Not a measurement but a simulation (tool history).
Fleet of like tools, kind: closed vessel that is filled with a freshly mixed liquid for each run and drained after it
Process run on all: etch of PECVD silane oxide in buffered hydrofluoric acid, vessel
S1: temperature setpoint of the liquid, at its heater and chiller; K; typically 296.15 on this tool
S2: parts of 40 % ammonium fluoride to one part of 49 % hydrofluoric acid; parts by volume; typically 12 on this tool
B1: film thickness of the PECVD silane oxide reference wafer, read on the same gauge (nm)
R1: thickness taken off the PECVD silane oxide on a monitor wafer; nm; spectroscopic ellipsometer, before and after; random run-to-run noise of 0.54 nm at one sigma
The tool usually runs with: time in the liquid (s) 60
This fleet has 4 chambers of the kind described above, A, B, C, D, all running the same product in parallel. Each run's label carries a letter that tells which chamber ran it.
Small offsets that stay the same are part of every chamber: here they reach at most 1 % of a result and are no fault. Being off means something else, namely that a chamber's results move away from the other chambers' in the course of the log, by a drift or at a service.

run 1C day=0.233 | S1=296.15 S2=12 time_in_the_liquid_(s)=60 | B1=59.944 | R1=77.777
run 2D day=0.596 | S1=296.15 S2=12 time_in_the_liquid_(s)=60 | B1=59.994 | R1=77.604
run 3B day=0.846 | S1=296.15 S2=12 time_in_the_liquid_(s)=60 | B1=60.014 | R1=76.961
run 4A day=1.083 | S1=296.15 S2=12 time_in_the_liquid_(s)=60 | B1=60.002 | R1=76.657
run 5A day=1.425 | S1=296.15 S2=12 time_in_the_liquid_(s)=60 | B1=60.033 | R1=77.184
run 6C day=1.675 | S1=296.15 S2=12 time_in_the_liquid_(s)=60 | B1=60.007 | R1=77.541
run 7D day=2.058 | S1=296.15 S2=12 time_in_the_liquid_(s)=60 | B1=60.023 | R1=76.404
run 8B day=2.429 | S1=296.15 S2=12 time_in_the_liquid_(s)=60 | B1=60.016 | R1=76.497
run 9C day=2.696 | S1=296.15 S2=12 time_in_the_liquid_(s)=60 | B1=60.048 | R1=77.628
run 10D day=3.017 | S1=296.15 S2=10.5 time_in_the_liquid_(s)=35 | B1=60.007 | R1=51.552
run 11B day=3.188 | S1=296.15 S2=10.5 time_in_the_liquid_(s)=35 | B1=59.982 | R1=51.622
run 12A day=3.538 | S1=296.15 S2=10.5 time_in_the_liquid_(s)=35 | B1=59.928 | R1=50.669
run 13A day=3.871 | S1=296.15 S2=10.5 time_in_the_liquid_(s)=35 | B1=59.988 | R1=51.585
run 14B day=4.046 | S1=296.15 S2=12 time_in_the_liquid_(s)=60 | B1=60.015 | R1=76.382
run 15D day=4.254 | S1=296.15 S2=12 time_in_the_liquid_(s)=60 | B1=60.01 | R1=77.489
run 16C day=4.496 | S1=296.15 S2=12 time_in_the_liquid_(s)=60 | B1=60.015 | R1=77.772
run 17D day=4.683 | S1=296.15 S2=12 time_in_the_liquid_(s)=60 | B1=59.992 | R1=76.665
run 18B day=4.867 | S1=296.15 S2=12 time_in_the_liquid_(s)=60 | B1=60.03 | R1=77.203
-- day=5.083 chamber A: thermometer replaced
run 19C day=5.142 | S1=296.15 S2=12 time_in_the_liquid_(s)=60 | B1=59.987 | R1=76.255
run 20A day=5.438 | S1=296.15 S2=12 time_in_the_liquid_(s)=60 | B1=59.981 | R1=76.69
run 21A day=5.758 | S1=296.15 S2=12 time_in_the_liquid_(s)=60 | B1=59.972 | R1=77.019
run 22B day=5.958 | S1=296.15 S2=12 time_in_the_liquid_(s)=60 | B1=59.999 | R1=76.047
run 23C day=6.271 | S1=296.15 S2=12 time_in_the_liquid_(s)=60 | B1=60.018 | R1=74.931
run 24D day=6.475 | S1=296.15 S2=12 time_in_the_liquid_(s)=60 | B1=60.012 | R1=76.158
run 25D day=6.792 | S1=296.15 S2=10 time_in_the_liquid_(s)=45 | B1=60.004 | R1=69.475
run 26C day=7.008 | S1=296.15 S2=10 time_in_the_liquid_(s)=45 | B1=60.025 | R1=67.781
run 27B day=7.246 | S1=296.15 S2=10 time_in_the_liquid_(s)=45 | B1=59.95 | R1=69.027
run 28A day=7.538 | S1=296.15 S2=10 time_in_the_liquid_(s)=45 | B1=59.999 | R1=69.623
run 29B day=7.85 | S1=296.15 S2=14 time_in_the_liquid_(s)=60 | B1=60.022 | R1=65.729
run 30D day=8.233 | S1=296.15 S2=14 time_in_the_liquid_(s)=60 | B1=60.043 | R1=65.867
run 31C day=8.575 | S1=296.15 S2=14 time_in_the_liquid_(s)=60 | B1=59.985 | R1=64.402
run 32A day=8.954 | S1=296.15 S2=14 time_in_the_liquid_(s)=60 | B1=60.023 | R1=65.755
run 33B day=9.275 | S1=296.15 S2=12 time_in_the_liquid_(s)=60 | B1=60.002 | R1=77.4
run 34A day=9.454 | S1=296.15 S2=12 time_in_the_liquid_(s)=60 | B1=59.983 | R1=77.463
run 35C day=9.746 | S1=296.15 S2=12 time_in_the_liquid_(s)=60 | B1=60.068 | R1=72.381
run 36D day=10.029 | S1=296.15 S2=12 time_in_the_liquid_(s)=60 | B1=60.006 | R1=76.984
run 37D day=10.408 | S1=296.15 S2=12 time_in_the_liquid_(s)=60 | B1=59.955 | R1=75.477
run 38A day=10.621 | S1=296.15 S2=12 time_in_the_liquid_(s)=60 | B1=59.999 | R1=75.591
run 39C day=10.833 | S1=296.15 S2=12 time_in_the_liquid_(s)=60 | B1=59.989 | R1=72.557
run 40B day=11.183 | S1=296.15 S2=12 time_in_the_liquid_(s)=60 | B1=59.942 | R1=75.985

For the next run the whole fleet of 4 chambers uses the same settings. Give each chamber's results:
run 41A day=11.467 | S1=300.15 S2=12 time_in_the_liquid_(s)=60 | R1=?
run 41B day=11.467 | S1=300.15 S2=12 time_in_the_liquid_(s)=60 | R1=?
run 41C day=11.467 | S1=300.15 S2=12 time_in_the_liquid_(s)=60 | R1=?
run 41D day=11.467 | S1=300.15 S2=12 time_in_the_liquid_(s)=60 | R1=?

run=41A R1=95.281
run=41B R1=94.846
run=41C R1=89.833
run=41D R1=94.606
